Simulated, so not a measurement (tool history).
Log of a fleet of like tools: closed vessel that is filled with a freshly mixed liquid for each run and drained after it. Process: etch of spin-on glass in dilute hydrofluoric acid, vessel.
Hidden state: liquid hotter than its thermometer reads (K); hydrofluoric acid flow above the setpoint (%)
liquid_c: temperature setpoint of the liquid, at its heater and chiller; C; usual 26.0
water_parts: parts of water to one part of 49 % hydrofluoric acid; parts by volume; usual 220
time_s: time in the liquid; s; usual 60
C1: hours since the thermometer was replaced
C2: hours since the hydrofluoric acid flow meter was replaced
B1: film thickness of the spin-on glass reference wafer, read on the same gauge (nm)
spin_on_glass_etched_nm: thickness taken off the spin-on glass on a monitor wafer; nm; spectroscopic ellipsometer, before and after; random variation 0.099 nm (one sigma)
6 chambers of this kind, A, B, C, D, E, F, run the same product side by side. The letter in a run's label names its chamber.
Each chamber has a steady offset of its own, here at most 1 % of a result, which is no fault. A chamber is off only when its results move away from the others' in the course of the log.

{"run": "1C", "hour": 8.8, "liquid_c": 26.0, "water_parts": 220, "time_s": 60, "C1": 557.9, "C2": 552.0, "B1": 89.996, "spin_on_glass_etched_nm": 11.233}
{"run": "2A", "hour": 17.9, "liquid_c": 26.0, "water_parts": 220, "time_s": 60, "C1": 1867.6, "C2": 637.7, "B1": 89.992, "spin_on_glass_etched_nm": 11.547}
{"run": "3B", "hour": 30.4, "liquid_c": 26.0, "water_parts": 220, "time_s": 60, "C1": 530.9, "C2": 313.6, "B1": 89.996, "spin_on_glass_etched_nm": 11.307}
{"hour": 31.1, "done": "chamber A: thermometer replaced"}
{"run": "4F", "hour": 38.0, "liquid_c": 26.0, "water_parts": 220, "time_s": 60, "C1": 1981.3, "C2": 189.1, "B1": 89.987, "spin_on_glass_etched_nm": 11.362}
{"run": "5E", "hour": 50.1, "liquid_c": 26.0, "water_parts": 220, "time_s": 60, "C1": 998.8, "C2": 517.3, "B1": 89.995, "spin_on_glass_etched_nm": 11.448}
{"run": "6D", "hour": 57.6, "liquid_c": 26.0, "water_parts": 220, "time_s": 60, "C1": 858.7, "C2": 495.3, "B1": 89.999, "spin_on_glass_etched_nm": 11.388}
{"run": "7B", "hour": 67.2, "liquid_c": 26.0, "water_parts": 220, "time_s": 60, "C1": 567.7, "C2": 350.4, "B1": 89.985, "spin_on_glass_etched_nm": 11.257}
{"run": "8D", "hour": 78.1, "liquid_c": 26.0, "water_parts": 220, "time_s": 60, "C1": 879.2, "C2": 515.8, "B1": 90.0, "spin_on_glass_etched_nm": 11.472}
{"run": "9E", "hour": 86.9, "liquid_c": 26.0, "water_parts": 220, "time_s": 60, "C1": 1035.6, "C2": 554.1, "B1": 90.017, "spin_on_glass_etched_nm": 11.412}
{"run": "10C", "hour": 96.4, "liquid_c": 26.0, "water_parts": 220, "time_s": 60, "C1": 645.5, "C2": 639.6, "B1": 89.985, "spin_on_glass_etched_nm": 11.257}
{"run": "11F", "hour": 108.1, "liquid_c": 26.0, "water_parts": 220, "time_s": 60, "C1": 2051.4, "C2": 259.2, "B1": 89.988, "spin_on_glass_etched_nm": 11.515}
{"run": "12A", "hour": 115.4, "liquid_c": 26.0, "water_parts": 220, "time_s": 60, "C1": 84.4, "C2": 735.2, "B1": 90.005, "spin_on_glass_etched_nm": 11.5}
{"run": "13A", "hour": 127.6, "liquid_c": 30.5, "water_parts": 220, "time_s": 60, "C1": 96.6, "C2": 747.4, "B1": 89.99, "spin_on_glass_etched_nm": 13.277}
{"run": "14F", "hour": 140.2, "liquid_c": 30.5, "water_parts": 220, "time_s": 60, "C1": 2083.5, "C2": 291.3, "B1": 89.989, "spin_on_glass_etched_nm": 13.214}
{"run": "15E", "hour": 145.8, "liquid_c": 30.5, "water_parts": 220, "time_s": 60, "C1": 1094.5, "C2": 613.0, "B1": 89.999, "spin_on_glass_etched_nm": 13.512}
{"run": "16D", "hour": 153.0, "liquid_c": 30.5, "water_parts": 220, "time_s": 60, "C1": 954.1, "C2": 590.7, "B1": 90.009, "spin_on_glass_etched_nm": 13.429}
{"hour": 157.0, "done": "chamber B: thermometer replaced"}
{"run": "17C", "hour": 165.3, "liquid_c": 30.5, "water_parts": 220, "time_s": 60, "C1": 714.4, "C2": 708.5, "B1": 89.993, "spin_on_glass_etched_nm": 13.315}
{"run": "18B", "hour": 176.8, "liquid_c": 30.5, "water_parts": 220, "time_s": 60, "C1": 19.8, "C2": 460.0, "B1": 90.013, "spin_on_glass_etched_nm": 13.505}
{"run": "19B", "hour": 189.0, "liquid_c": 26.0, "water_parts": 220, "time_s": 60, "C1": 32.0, "C2": 472.2, "B1": 89.999, "spin_on_glass_etched_nm": 11.427}
{"hour": 191.1, "done": "chamber F: thermometer replaced"}
{"run": "20D", "hour": 201.1, "liquid_c": 26.0, "water_parts": 220, "time_s": 60, "C1": 1002.2, "C2": 638.8, "B1": 89.998, "spin_on_glass_etched_nm": 11.347}
{"run": "21F", "hour": 210.0, "liquid_c": 26.0, "water_parts": 220, "time_s": 60, "C1": 19.0, "C2": 361.1, "B1": 89.991, "spin_on_glass_etched_nm": 11.372}
{"run": "22C", "hour": 218.5, "liquid_c": 26.0, "water_parts": 220, "time_s": 60, "C1": 767.6, "C2": 761.7, "B1": 90.0, "spin_on_glass_etched_nm": 11.161}
{"run": "23A", "hour": 229.8, "liquid_c": 26.0, "water_parts": 220, "time_s": 60, "C1": 198.8, "C2": 849.6, "B1": 90.004, "spin_on_glass_etched_nm": 11.468}
{"run": "24E", "hour": 239.8, "liquid_c": 26.0, "water_parts": 220, "time_s": 60, "C1": 1188.5, "C2": 707.0, "B1": 89.999, "spin_on_glass_etched_nm": 11.598}
{"run": "25E", "hour": 248.1, "liquid_c": 26.0, "water_parts": 305, "time_s": 30, "C1": 1196.8, "C2": 715.3, "B1": 90.004, "spin_on_glass_etched_nm": 3.795}
{"run": "26C", "hour": 258.3, "liquid_c": 26.0, "water_parts": 305, "time_s": 30, "C1": 807.4, "C2": 801.5, "B1": 89.975, "spin_on_glass_etched_nm": 3.7334}
{"run": "27F", "hour": 266.6, "liquid_c": 26.0, "water_parts": 305, "time_s": 30, "C1": 75.6, "C2": 417.7, "B1": 90.002, "spin_on_glass_etched_nm": 3.6681}
{"run": "28A", "hour": 275.2, "liquid_c": 26.0, "water_parts": 305, "time_s": 30, "C1": 244.2, "C2": 895.0, "B1": 89.985, "spin_on_glass_etched_nm": 3.7522}
{"run": "29D", "hour": 281.7, "liquid_c": 26.0, "water_parts": 305, "time_s": 30, "C1": 1082.8, "C2": 719.4, "B1": 89.997, "spin_on_glass_etched_nm": 3.7983}
{"run": "30B", "hour": 289.4, "liquid_c": 26.0, "water_parts": 305, "time_s": 30, "C1": 132.4, "C2": 572.6, "B1": 90.002, "spin_on_glass_etched_nm": 3.8021}
{"run": "31F", "hour": 301.9, "liquid_c": 26.0, "water_parts": 220, "time_s": 60, "C1": 110.9, "C2": 453.0, "B1": 89.989, "spin_on_glass_etched_nm": 11.391}
{"run": "32E", "hour": 313.0, "liquid_c": 26.0, "water_parts": 220, "time_s": 40, "C1": 1261.7, "C2": 780.2, "B1": 89.992, "spin_on_glass_etched_nm": 7.5759}
{"run": "33D", "hour": 319.9, "liquid_c": 26.0, "water_parts": 220, "time_s": 40, "C1": 1121.0, "C2": 757.6, "B1": 89.996, "spin_on_glass_etched_nm": 7.6138}
{"run": "34A", "hour": 326.7, "liquid_c": 26.0, "water_parts": 220, "time_s": 40, "C1": 295.7, "C2": 946.5, "B1": 90.009, "spin_on_glass_etched_nm": 7.6348}
{"run": "35B", "hour": 337.7, "liquid_c": 26.0, "water_parts": 220, "time_s": 40, "C1": 180.7, "C2": 620.9, "B1": 89.973, "spin_on_glass_etched_nm": 7.5773}
{"run": "36C", "hour": 347.8, "liquid_c": 26.0, "water_parts": 220, "time_s": 40, "C1": 896.9, "C2": 891.0, "B1": 89.994, "spin_on_glass_etched_nm": 7.6182}
{"run": "37B", "hour": 354.2, "liquid_c": 26.0, "water_parts": 220, "time_s": 40, "C1": 197.2, "C2": 637.4, "B1": 89.981, "spin_on_glass_etched_nm": 7.6288}
{"run": "38C", "hour": 364.1, "liquid_c": 26.0, "water_parts": 220, "time_s": 60, "C1": 913.2, "C2": 907.3, "B1": 90.008, "spin_on_glass_etched_nm": 11.275}
{"run": "39D", "hour": 372.5, "liquid_c": 26.0, "water_parts": 220, "time_s": 60, "C1": 1173.6, "C2": 810.2, "B1": 90.002, "spin_on_glass_etched_nm": 11.44}

What goes on in this fleet: one chamber off, a drifting gauge, or nothing beyond the chambers' own small offsets? Name the chamber and the cause, if any.

No chamber stands off beyond its own small offset, and the gauge holds steady.

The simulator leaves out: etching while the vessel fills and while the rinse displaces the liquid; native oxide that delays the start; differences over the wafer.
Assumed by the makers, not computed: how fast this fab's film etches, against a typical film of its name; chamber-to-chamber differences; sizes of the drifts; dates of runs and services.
